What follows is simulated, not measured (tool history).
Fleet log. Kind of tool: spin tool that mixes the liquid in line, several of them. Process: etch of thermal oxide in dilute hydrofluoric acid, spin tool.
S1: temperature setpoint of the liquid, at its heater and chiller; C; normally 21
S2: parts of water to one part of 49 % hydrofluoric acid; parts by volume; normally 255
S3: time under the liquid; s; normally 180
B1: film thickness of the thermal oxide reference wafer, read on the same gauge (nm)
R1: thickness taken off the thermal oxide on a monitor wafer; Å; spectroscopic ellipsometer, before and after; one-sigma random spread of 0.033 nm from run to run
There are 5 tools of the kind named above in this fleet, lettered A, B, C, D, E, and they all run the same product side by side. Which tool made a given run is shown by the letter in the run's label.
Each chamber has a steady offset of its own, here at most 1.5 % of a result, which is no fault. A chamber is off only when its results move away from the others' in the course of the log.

{"run": "1D", "hour": 7.2, "S1": 21, "S2": 255, "S3": 180, "B1": 69.991, "R1": 25.528}
{"run": "2A", "hour": 18.3, "S1": 21, "S2": 255, "S3": 180, "B1": 70.003, "R1": 25.9}
{"run": "3C", "hour": 27.7, "S1": 21, "S2": 255, "S3": 180, "B1": 70.014, "R1": 25.272}
{"run": "4E", "hour": 39.4, "S1": 21, "S2": 255, "S3": 180, "B1": 70.019, "R1": 25.875}
{"run": "5B", "hour": 49.2, "S1": 21, "S2": 255, "S3": 180, "B1": 70.004, "R1": 25.649}
{"run": "6C", "hour": 59.2, "S1": 21, "S2": 255, "S3": 180, "B1": 70.006, "R1": 25.518}
{"run": "7B", "hour": 73.0, "S1": 17, "S2": 200, "S3": 180, "B1": 70.004, "R1": 29.013}
{"run": "8A", "hour": 86.3, "S1": 17, "S2": 200, "S3": 180, "B1": 70.008, "R1": 29.213}
{"run": "9D", "hour": 101.1, "S1": 17, "S2": 200, "S3": 180, "B1": 70.014, "R1": 28.675}
{"run": "10E", "hour": 113.7, "S1": 17, "S2": 200, "S3": 180, "B1": 70, "R1": 30.39}
{"run": "11A", "hour": 122.7, "S1": 17, "S2": 200, "S3": 180, "B1": 69.973, "R1": 29.006}
{"hour": 127.6, "done": "chamber D: thermometer replaced"}
{"run": "12D", "hour": 135.9, "S1": 21, "S2": 255, "S3": 180, "B1": 69.982, "R1": 25.501}
{"run": "13B", "hour": 142.4, "S1": 21, "S2": 255, "S3": 180, "B1": 70.009, "R1": 26.766}
{"hour": 151.5, "done": "chamber C: hydrofluoric acid flow meter replaced"}
{"run": "14E", "hour": 153.3, "S1": 21, "S2": 255, "S3": 180, "B1": 70.006, "R1": 24.98}
{"run": "15C", "hour": 167.8, "S1": 21, "S2": 255, "S3": 180, "B1": 69.977, "R1": 25.463}
{"run": "16B", "hour": 182.4, "S1": 21, "S2": 255, "S3": 180, "B1": 70.001, "R1": 26.349}
{"run": "17A", "hour": 189.5, "S1": 21, "S2": 255, "S3": 180, "B1": 70.01, "R1": 25.353}
{"run": "18C", "hour": 196.3, "S1": 21, "S2": 255, "S3": 180, "B1": 69.999, "R1": 25.294}
{"run": "19E", "hour": 210.5, "S1": 21, "S2": 255, "S3": 180, "B1": 69.99, "R1": 26.306}
{"run": "20D", "hour": 225.0, "S1": 25.5, "S2": 255, "S3": 145, "B1": 70.001, "R1": 23.651}
{"run": "21B", "hour": 231.5, "S1": 25.5, "S2": 255, "S3": 145, "B1": 69.968, "R1": 25.743}
{"run": "22C", "hour": 244.6, "S1": 25.5, "S2": 255, "S3": 145, "B1": 69.993, "R1": 23.786}
{"run": "23A", "hour": 258.4, "S1": 25.5, "S2": 255, "S3": 145, "B1": 69.996, "R1": 23.828}
{"run": "24D", "hour": 271.1, "S1": 25.5, "S2": 255, "S3": 145, "B1": 69.995, "R1": 23.991}
{"run": "25E", "hour": 285.0, "S1": 21, "S2": 255, "S3": 180, "B1": 69.995, "R1": 25.536}
{"hour": 295.9, "done": "chamber E: hydrofluoric acid flow meter replaced"}
{"run": "26C", "hour": 296.9, "S1": 21, "S2": 255, "S3": 180, "B1": 70.004, "R1": 25.633}
{"run": "27E", "hour": 308.0, "S1": 21, "S2": 255, "S3": 180, "B1": 70.009, "R1": 25.212}
{"run": "28B", "hour": 316.6, "S1": 21, "S2": 255, "S3": 180, "B1": 69.988, "R1": 28.018}
{"run": "29D", "hour": 323.7, "S1": 21, "S2": 255, "S3": 180, "B1": 69.998, "R1": 25.585}
{"run": "30A", "hour": 338.3, "S1": 21, "S2": 255, "S3": 180, "B1": 69.983, "R1": 25.551}
{"run": "31B", "hour": 349.8, "S1": 21, "S2": 255, "S3": 180, "B1": 69.998, "R1": 27.989}
{"run": "32D", "hour": 363.7, "S1": 21, "S2": 255, "S3": 180, "B1": 70.005, "R1": 24.93}
{"run": "33E", "hour": 372.2, "S1": 21, "S2": 255, "S3": 180, "B1": 69.991, "R1": 25.947}
{"run": "34A", "hour": 379.7, "S1": 21, "S2": 255, "S3": 180, "B1": 69.984, "R1": 26.198}
{"run": "35C", "hour": 387.0, "S1": 21, "S2": 255, "S3": 180, "B1": 69.981, "R1": 25.088}
{"run": "36B", "hour": 400.8, "S1": 21, "S2": 255, "S3": 180, "B1": 69.991, "R1": 28.74}

Next, all 5 chambers run the settings below, one line each with question marks for the results. What does each chamber give?
{"run": "37A", "hour": 411.5, "S1": 21, "S2": 255, "S3": 180, "R1": "?"}
{"run": "37B", "hour": 411.5, "S1": 21, "S2": 255, "S3": 180, "R1": "?"}
{"run": "37C", "hour": 411.5, "S1": 21, "S2": 255, "S3": 180, "R1": "?"}
{"run": "37D", "hour": 411.5, "S1": 21, "S2": 255, "S3": 180, "R1": "?"}
{"run": "37E", "hour": 411.5, "S1": 21, "S2": 255, "S3": 180, "R1": "?"}

run=37A R1=25.177
run=37B R1=28.797
run=37C R1=25.76
run=37D R1=25.048
run=37E R1=26.313

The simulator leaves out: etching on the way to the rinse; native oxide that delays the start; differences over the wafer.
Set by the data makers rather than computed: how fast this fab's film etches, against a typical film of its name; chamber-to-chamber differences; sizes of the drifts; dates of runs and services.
